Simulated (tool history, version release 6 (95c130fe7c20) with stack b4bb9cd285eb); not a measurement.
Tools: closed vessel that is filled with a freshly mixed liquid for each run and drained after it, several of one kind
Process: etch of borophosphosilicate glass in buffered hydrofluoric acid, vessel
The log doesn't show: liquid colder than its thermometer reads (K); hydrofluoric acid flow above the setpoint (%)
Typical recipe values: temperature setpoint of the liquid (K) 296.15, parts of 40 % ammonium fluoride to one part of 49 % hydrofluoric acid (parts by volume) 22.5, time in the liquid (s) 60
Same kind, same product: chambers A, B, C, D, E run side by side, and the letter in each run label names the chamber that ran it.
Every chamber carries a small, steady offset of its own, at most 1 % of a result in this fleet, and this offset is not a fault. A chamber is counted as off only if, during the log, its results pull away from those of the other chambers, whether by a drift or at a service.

run	day	temperature setpoint of the liquid (K)	parts of 40 % ammonium fluoride to one part of 49 % hydrofluoric acid (parts by volume)	time in the liquid (s)	hours since the thermometer was replaced	hours since the hydrofluoric acid flow meter was replaced	read-back film thickness of the borophosphosilicate glass reference wafer, read on the same gauge (nm)	thickness taken off the borophosphosilicate glass on a monitor wafer (nm)
1A	0.308	296.15	22.5	60	508.2	163.0	129.98	35.166
2C	0.525	296.15	22.5	60	674.3	491.0	130.00	35.091
3D	0.825	296.15	22.5	60	699.9	2367.0	129.98	35.018
4B	1.221	296.15	22.5	60	447.4	380.5	130.00	34.936
5E	1.425	296.15	22.5	60	2159.6	191.3	130.00	34.449
6A	1.662	296.15	22.5	60	540.7	195.5	129.99	34.812
7C	2.100	296.15	22.5	60	712.1	528.8	130.03	35.013
8E	2.421	296.15	22.5	60	2183.5	215.2	130.00	35.007
9D	2.721	296.15	22.5	60	745.4	2412.5	130.00	34.941
10B	3.154	296.15	22.5	60	493.8	426.9	130.01	35.223
# day 3.350: chamber D: hydrofluoric acid flow meter replaced
11E	3.562	296.15	22.5	60	2210.9	242.6	130.02	35.148
12D	3.825	296.15	22.5	60	771.9	11.5	130.02	35.640
13B	4.258	296.15	22.5	60	520.3	453.4	130.02	35.164
14C	4.621	296.15	22.5	60	772.6	589.3	129.98	35.311
15A	4.821	296.15	22.5	60	616.5	271.3	130.02	35.184
16A	5.079	296.15	22.5	60	622.7	277.5	129.98	35.328
17B	5.492	296.15	22.5	60	549.9	483.0	129.98	34.909
18C	5.904	296.15	22.5	60	803.4	620.1	130.00	35.359
19D	6.304	296.15	22.5	60	831.4	71.0	130.03	35.133
20E	6.708	296.15	22.5	60	2286.4	318.1	129.99	34.314
21B	7.171	296.15	22.5	60	590.2	523.3	129.97	34.540
22D	7.383	296.15	22.5	60	857.3	96.9	130.00	35.593
23A	7.658	296.15	22.5	60	684.6	339.4	130.03	35.205
24E	7.979	296.15	22.5	60	2316.9	348.6	130.02	34.494
25C	8.379	296.15	22.5	60	862.8	679.5	129.99	35.025
26B	8.675	300.15	22.5	30	626.3	559.4	130.02	21.045
# day 8.800: chamber D: thermometer replaced
27D	8.967	300.15	22.5	30	4.0	134.9	130.02	22.075
28E	9.262	300.15	22.5	30	2347.7	379.4	130.00	21.544
29C	9.692	300.15	22.5	30	894.3	711.0	129.99	21.700
30A	10.142	300.15	22.5	30	744.2	399.0	129.97	21.986
31D	10.388	296.15	30.0	85	38.1	169.0	129.99	41.058
32E	10.600	296.15	30.0	85	2379.8	411.5	129.99	40.210
33C	10.883	296.15	30.0	85	922.9	739.6	129.97	40.959
34B	11.138	296.15	30.0	85	685.4	618.5	129.94	39.197
35A	11.508	296.15	30.0	85	777.0	431.8	129.99	40.685
36B	11.967	296.15	22.5	60	705.3	638.4	129.99	33.591
37A	12.346	296.15	22.5	60	797.1	451.9	130.02	35.256
38C	12.588	296.15	22.5	60	963.8	780.5	130.00	35.434
39D	12.983	296.15	22.5	60	100.4	231.3	129.98	35.719

For the next run the whole fleet of 5 chambers uses the same settings. Give each chamber's results:
40A	13.312	296.15	22.5	60				?
40B	13.312	296.15	22.5	60				?
40C	13.312	296.15	22.5	60				?
40D	13.312	296.15	22.5	60				?
40E	13.312	296.15	22.5	60				?

run	thickness taken off the borophosphosilicate glass on a monitor wafer (nm)
40A	35.139
40B	33.243
40C	35.187
40D	35.315
40E	35.171
